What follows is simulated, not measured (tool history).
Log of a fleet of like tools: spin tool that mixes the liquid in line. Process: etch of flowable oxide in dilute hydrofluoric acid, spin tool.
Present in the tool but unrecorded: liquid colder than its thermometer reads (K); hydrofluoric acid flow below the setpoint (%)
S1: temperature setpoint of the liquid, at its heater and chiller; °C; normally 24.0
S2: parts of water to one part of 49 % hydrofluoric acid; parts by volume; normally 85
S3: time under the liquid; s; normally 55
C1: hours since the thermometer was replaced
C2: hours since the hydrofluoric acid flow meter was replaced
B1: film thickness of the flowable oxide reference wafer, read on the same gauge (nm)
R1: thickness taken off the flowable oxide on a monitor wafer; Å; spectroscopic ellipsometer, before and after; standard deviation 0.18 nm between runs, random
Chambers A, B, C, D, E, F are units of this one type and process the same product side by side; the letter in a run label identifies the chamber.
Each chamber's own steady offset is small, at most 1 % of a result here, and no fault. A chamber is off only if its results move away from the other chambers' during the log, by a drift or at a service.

run,day,S1,S2,S3,C1,C2,B1,R1
1F,0.512,24.0,85,55,739.4,373.7,140.03,302.050
2C,0.912,24.0,85,55,480.1,795.3,140.01,304.800
3A,1.342,24.0,85,55,1842.4,166.5,140.01,305.160
4D,1.808,24.0,85,55,236.2,64.1,140.01,304.880
5B,2.208,24.0,85,55,930.6,558.9,139.98,304.400
6E,2.671,24.0,85,55,683.1,1169.8,140.00,301.860
7E,3.204,24.0,85,40,695.9,1182.6,140.01,222.790
# day 3.496: chamber E: hydrofluoric acid flow meter replaced
8C,3.633,24.0,85,40,545.4,860.6,139.97,221.610
9B,3.962,24.0,85,40,972.7,601.0,140.00,220.860
10F,4.488,24.0,85,40,834.8,469.1,140.01,219.060
11A,5.033,24.0,85,40,1931.0,255.1,139.98,222.630
12D,5.288,24.0,85,40,319.7,147.6,140.00,222.410
# day 5.592: chamber B: thermometer replaced
13F,5.604,24.0,85,55,861.6,495.9,140.03,302.550
14C,5.896,24.0,85,55,599.7,914.9,140.00,303.190
15E,6.367,24.0,85,55,771.8,68.9,140.01,302.670
16D,6.625,26.5,85,85,351.8,179.7,140.02,521.030
# day 6.654: chamber C: hydrofluoric acid flow meter replaced
17B,6.933,26.5,85,85,32.3,672.3,140.00,520.110
18A,7.312,26.5,85,85,1985.7,309.8,140.00,525.850
19D,7.588,26.5,85,85,374.9,202.8,139.98,518.460
20F,8.108,26.5,85,85,921.7,556.0,139.98,508.780
21C,8.529,26.5,85,85,662.9,45.0,139.99,520.670
22A,8.979,24.0,85,55,2025.7,349.8,140.00,306.260
23B,9.246,24.0,85,55,87.8,727.8,140.00,305.440
24E,9.704,24.0,85,55,851.9,149.0,139.99,304.740
25B,10.212,24.0,85,20,111.0,751.0,140.01,111.430
26A,10.767,24.0,85,20,2068.6,392.7,139.98,112.410
27C,11.267,24.0,85,20,728.6,110.7,140.01,111.650
28E,11.650,24.0,85,20,898.6,195.7,140.02,111.360
29F,12.150,24.0,85,20,1018.7,653.0,140.00,107.190
30D,12.512,24.0,85,20,493.1,321.0,140.00,110.380
31E,12.871,24.0,85,55,927.9,225.0,140.02,307.100
32C,13.171,24.0,85,55,774.3,156.4,140.00,304.620
33A,13.508,24.0,120,25,2134.4,458.5,140.00,94.538
34D,13.942,24.0,120,25,527.4,355.3,139.99,94.896
35F,14.267,24.0,120,25,1069.5,703.8,140.01,89.536
36B,14.721,24.0,120,25,219.2,859.2,140.01,95.001
37C,15.004,24.0,120,25,818.3,200.4,140.01,94.223
38F,15.362,24.0,120,25,1095.8,730.1,140.01,88.875
# day 15.488: chamber B: hydrofluoric acid flow meter replaced
39D,15.792,24.0,85,55,571.8,399.7,140.01,306.660
40B,16.058,24.0,85,55,251.3,13.7,139.98,300.900
41A,16.425,24.0,85,80,2204.4,528.5,140.00,444.540
42E,16.904,24.0,85,80,1024.7,321.8,139.98,446.520

All chambers now run identical settings, listed one chamber a line with results as question marks. What results will each chamber show?
43A,17.304,24.0,85,55,,,,?
43B,17.304,24.0,85,55,,,,?
43C,17.304,24.0,85,55,,,,?
43D,17.304,24.0,85,55,,,,?
43E,17.304,24.0,85,55,,,,?
43F,17.304,24.0,85,55,,,,?

run,R1
43A,304.070
43B,305.970
43C,304.660
43D,304.680
43E,305.090
43F,288.730
